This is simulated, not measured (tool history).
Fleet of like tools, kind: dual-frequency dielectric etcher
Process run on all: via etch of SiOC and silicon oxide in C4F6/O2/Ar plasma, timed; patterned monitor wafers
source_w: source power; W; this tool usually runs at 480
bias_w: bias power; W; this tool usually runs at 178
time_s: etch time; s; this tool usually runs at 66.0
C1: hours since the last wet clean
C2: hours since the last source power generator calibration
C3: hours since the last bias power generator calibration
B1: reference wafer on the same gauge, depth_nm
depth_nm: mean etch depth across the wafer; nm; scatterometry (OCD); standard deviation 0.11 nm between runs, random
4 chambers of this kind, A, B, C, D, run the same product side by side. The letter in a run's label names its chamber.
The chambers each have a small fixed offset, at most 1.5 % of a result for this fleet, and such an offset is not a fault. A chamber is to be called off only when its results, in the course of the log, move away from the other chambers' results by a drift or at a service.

Run 1D, hour 3.6: usual settings; C1 205.7; C2 3499.9; C3 2356.6; B1 70.730. Result: depth_nm 80.004 nm.
Run 2C, hour 6.3: usual settings; C1 173.3; C2 1151.7; C3 3491.2; B1 70.724. Result: depth_nm 79.302 nm.
Run 3B, hour 10.1: usual settings; C1 481.1; C2 2012.4; C3 31.5; B1 70.729. Result: depth_nm 78.676 nm.
Run 4A, hour 12.9: usual settings; C1 176.1; C2 1428.2; C3 3981.9; B1 70.792. Result: depth_nm 79.081 nm.
Run 5D, hour 16.6: usual settings; C1 218.7; C2 3512.9; C3 2369.6; B1 70.787. Result: depth_nm 80.070 nm.
Run 6A, hour 19.4: usual settings; C1 182.6; C2 1434.7; C3 3988.4; B1 70.831. Result: depth_nm 79.044 nm.
Run 7B, hour 21.8: usual settings; C1 492.8; C2 2024.1; C3 43.2; B1 70.835. Result: depth_nm 78.958 nm.
Run 8C, hour 25.9: usual settings but source_w 550 W, time_s 73.0 s; C1 192.9; C2 1171.3; C3 3510.8; B1 70.825. Result: depth_nm 92.372 nm.
Run 9D, hour 29.8: usual settings but source_w 550 W, time_s 73.0 s; C1 231.9; C2 3526.1; C3 2382.8; B1 70.861. Result: depth_nm 93.523 nm.
Run 10C, hour 32.2: usual settings but source_w 550 W, time_s 73.0 s; C1 199.2; C2 1177.6; C3 3517.1; B1 70.883. Result: depth_nm 92.529 nm.
Run 11A, hour 34.3: usual settings but source_w 550 W, time_s 73.0 s; C1 197.5; C2 1449.6; C3 4003.3; B1 70.869. Result: depth_nm 92.145 nm.
Run 12B, hour 37.8: usual settings but time_s 51.5 s; C1 508.8; C2 2040.1; C3 59.2; B1 70.910. Result: depth_nm 61.541 nm.
Run 13D, hour 40.4: usual settings but time_s 51.5 s; C1 242.5; C2 3536.7; C3 2393.4; B1 70.894. Result: depth_nm 62.511 nm.
Run 14A, hour 43.8: usual settings but time_s 51.5 s; C1 207.0; C2 1459.1; C3 4012.8; B1 70.900. Result: depth_nm 61.761 nm.
Run 15C, hour 46.3: usual settings but time_s 51.5 s; C1 213.3; C2 1191.7; C3 3531.2; B1 70.936. Result: depth_nm 61.830 nm.
Run 16B, hour 48.6: usual settings; C1 519.6; C2 2050.9; C3 70.0; B1 70.940. Result: depth_nm 78.950 nm.
Run 17B, hour 51.0: usual settings; C1 522.0; C2 2053.3; C3 72.4; B1 70.959. Result: depth_nm 79.196 nm.
Run 18C, hour 54.6: usual settings; C1 221.6; C2 1200.0; C3 3539.5; B1 70.989. Result: depth_nm 79.161 nm.
Run 19A, hour 58.5: usual settings; C1 221.7; C2 1473.8; C3 4027.5; B1 71.001. Result: depth_nm 79.177 nm.
Run 20D, hour 61.6: usual settings; C1 263.7; C2 3557.9; C3 2414.6; B1 71.000. Result: depth_nm 80.325 nm.
Run 21D, hour 65.5: usual settings; C1 267.6; C2 3561.8; C3 2418.5; B1 71.026. Result: depth_nm 80.320 nm.
Run 22C, hour 69.2: usual settings; C1 236.2; C2 1214.6; C3 3554.1; B1 71.046. Result: depth_nm 79.477 nm.
Run 23B, hour 72.8: usual settings; C1 543.8; C2 2075.1; C3 94.2; B1 71.064. Result: depth_nm 79.154 nm.
Run 24A, hour 75.3: usual settings; C1 238.5; C2 1490.6; C3 4044.3; B1 71.075. Result: depth_nm 79.437 nm.

Next, all 4 chambers run the settings below, one line each with question marks for the results. What does each chamber give?
Run 25A, hour 78.4: usual settings. Result: depth_nm ?.
Run 25B, hour 78.4: usual settings. Result: depth_nm ?.
Run 25C, hour 78.4: usual settings. Result: depth_nm ?.
Run 25D, hour 78.4: usual settings. Result: depth_nm ?.

run  depth_nm
25A    79.217
25B    79.315
25C    79.301
25D    80.545

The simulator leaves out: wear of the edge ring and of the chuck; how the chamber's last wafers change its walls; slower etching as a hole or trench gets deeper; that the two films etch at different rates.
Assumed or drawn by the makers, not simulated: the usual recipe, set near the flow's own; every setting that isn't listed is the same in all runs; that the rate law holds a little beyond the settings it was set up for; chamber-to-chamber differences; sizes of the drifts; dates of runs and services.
